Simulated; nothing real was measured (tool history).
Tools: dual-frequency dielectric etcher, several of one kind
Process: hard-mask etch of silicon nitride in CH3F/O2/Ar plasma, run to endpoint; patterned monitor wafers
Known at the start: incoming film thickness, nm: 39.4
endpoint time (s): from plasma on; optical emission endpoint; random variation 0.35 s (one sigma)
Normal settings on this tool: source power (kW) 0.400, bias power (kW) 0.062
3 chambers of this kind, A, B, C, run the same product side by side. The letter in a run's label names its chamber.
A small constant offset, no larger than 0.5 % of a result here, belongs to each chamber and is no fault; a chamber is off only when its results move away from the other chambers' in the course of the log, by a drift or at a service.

| run | hour | source power (kW) | bias power (kW) | hours since the last wet clean | hours since the last source power generator calibration | hours since the last bias power generator calibration | endpoint time (s) |
|---|---|---|---|---|---|---|---|
| 1C | 5.0 | 0.400 | 0.062 | 269.0 | 2659.4 | 121.7 | 60.002 |
|  | 7.1 | chamber B: bias power generator calibrated |
| 2A | 9.9 | 0.400 | 0.062 | 344.2 | 1226.6 | 1107.1 | 60.585 |
| 3B | 16.3 | 0.400 | 0.062 | 262.9 | 607.3 | 9.2 | 60.336 |
| 4A | 24.2 | 0.400 | 0.062 | 358.5 | 1240.9 | 1121.4 | 60.229 |
| 5B | 31.1 | 0.400 | 0.062 | 277.7 | 622.1 | 24.0 | 60.599 |
| 6C | 38.9 | 0.400 | 0.062 | 302.9 | 2693.3 | 155.6 | 60.005 |
| 7B | 43.8 | 0.400 | 0.062 | 290.4 | 634.8 | 36.7 | 60.169 |
| 8A | 50.3 | 0.400 | 0.062 | 384.6 | 1267.0 | 1147.5 | 60.079 |
| 9C | 58.0 | 0.400 | 0.062 | 322.0 | 2712.4 | 174.7 | 60.013 |
| 10C | 64.1 | 0.400 | 0.062 | 328.1 | 2718.5 | 180.8 | 59.984 |
| 11A | 70.9 | 0.400 | 0.062 | 405.2 | 1287.6 | 1168.1 | 60.037 |
| 12B | 78.1 | 0.400 | 0.062 | 324.7 | 669.1 | 71.0 | 60.219 |
| 13A | 83.3 | 0.400 | 0.062 | 417.6 | 1300.0 | 1180.5 | 59.985 |
| 14B | 89.3 | 0.400 | 0.062 | 335.9 | 680.3 | 82.2 | 59.602 |
| 15C | 93.4 | 0.400 | 0.062 | 357.4 | 2747.8 | 210.1 | 59.673 |
| 16B | 100.7 | 0.400 | 0.062 | 347.3 | 691.7 | 93.6 | 60.153 |
| 17A | 108.4 | 0.400 | 0.062 | 442.7 | 1325.1 | 1205.6 | 59.544 |
| 18C | 116.0 | 0.400 | 0.062 | 380.0 | 2770.4 | 232.7 | 59.760 |
| 19B | 122.4 | 0.400 | 0.062 | 369.0 | 713.4 | 115.3 | 59.929 |
|  | 124.6 | chamber C: wet clean of the chamber |
| 20A | 126.8 | 0.400 | 0.062 | 461.1 | 1343.5 | 1224.0 | 59.962 |
| 21C | 134.2 | 0.400 | 0.062 | 9.7 | 2788.6 | 250.9 | 59.155 |
| 22C | 142.5 | 0.400 | 0.062 | 18.0 | 2796.9 | 259.2 | 59.440 |
|  | 147.9 | chamber A: wet clean of the chamber |
| 23B | 149.7 | 0.400 | 0.062 | 396.3 | 740.7 | 142.6 | 60.451 |
| 24A | 154.2 | 0.400 | 0.062 | 6.3 | 1370.9 | 1251.4 | 57.536 |
| 25A | 162.2 | 0.400 | 0.062 | 14.3 | 1378.9 | 1259.4 | 56.607 |
| 26B | 168.0 | 0.400 | 0.062 | 414.6 | 759.0 | 160.9 | 60.096 |
| 27C | 173.2 | 0.400 | 0.062 | 48.7 | 2827.6 | 289.9 | 60.210 |
| 28B | 180.2 | 0.400 | 0.062 | 426.8 | 771.2 | 173.1 | 60.038 |
| 29C | 189.1 | 0.310 | 0.075 | 64.6 | 2843.5 | 305.8 | 61.709 |
| 30A | 197.5 | 0.310 | 0.075 | 49.6 | 1414.2 | 1294.7 | 59.187 |
| 31A | 203.9 | 0.310 | 0.075 | 56.0 | 1420.6 | 1301.1 | 58.908 |
| 32C | 212.4 | 0.400 | 0.062 | 87.9 | 2866.8 | 329.1 | 60.361 |
| 33B | 218.3 | 0.400 | 0.062 | 464.9 | 809.3 | 211.2 | 59.650 |
| 34C | 224.9 | 0.400 | 0.062 | 100.4 | 2879.3 | 341.6 | 60.056 |
| 35B | 229.0 | 0.400 | 0.062 | 475.6 | 820.0 | 221.9 | 60.240 |
| 36A | 233.7 | 0.400 | 0.062 | 85.8 | 1450.4 | 1330.9 | 57.160 |
| 37C | 238.0 | 0.400 | 0.062 | 113.5 | 2892.4 | 354.7 | 60.244 |
| 38B | 243.9 | 0.400 | 0.062 | 490.5 | 834.9 | 236.8 | 59.539 |
| 39A | 248.9 | 0.480 | 0.062 | 101.0 | 1465.6 | 1346.1 | 53.312 |
| 40A | 254.9 | 0.480 | 0.062 | 107.0 | 1471.6 | 1352.1 | 52.674 |
| 41B | 263.8 | 0.480 | 0.062 | 510.4 | 854.8 | 256.7 | 55.998 |
| 42C | 270.6 | 0.400 | 0.062 | 146.1 | 2925.0 | 387.3 | 59.865 |
| 43B | 277.0 | 0.360 | 0.052 | 523.6 | 868.0 | 269.9 | 66.617 |
| 44A | 281.6 | 0.360 | 0.052 | 133.7 | 1498.3 | 1378.8 | 62.902 |

All chambers now run identical settings, listed one chamber a line with results as question marks. What results will each chamber show?
| 45A | 288.0 | 0.330 | 0.062 |  |  |  | ? |
| 45B | 288.0 | 0.330 | 0.062 |  |  |  | ? |
| 45C | 288.0 | 0.330 | 0.062 |  |  |  | ? |

| run | endpoint time (s) |
|---|---|
| 45A | 61.474 |
| 45B | 64.754 |
| 45C | 64.497 |
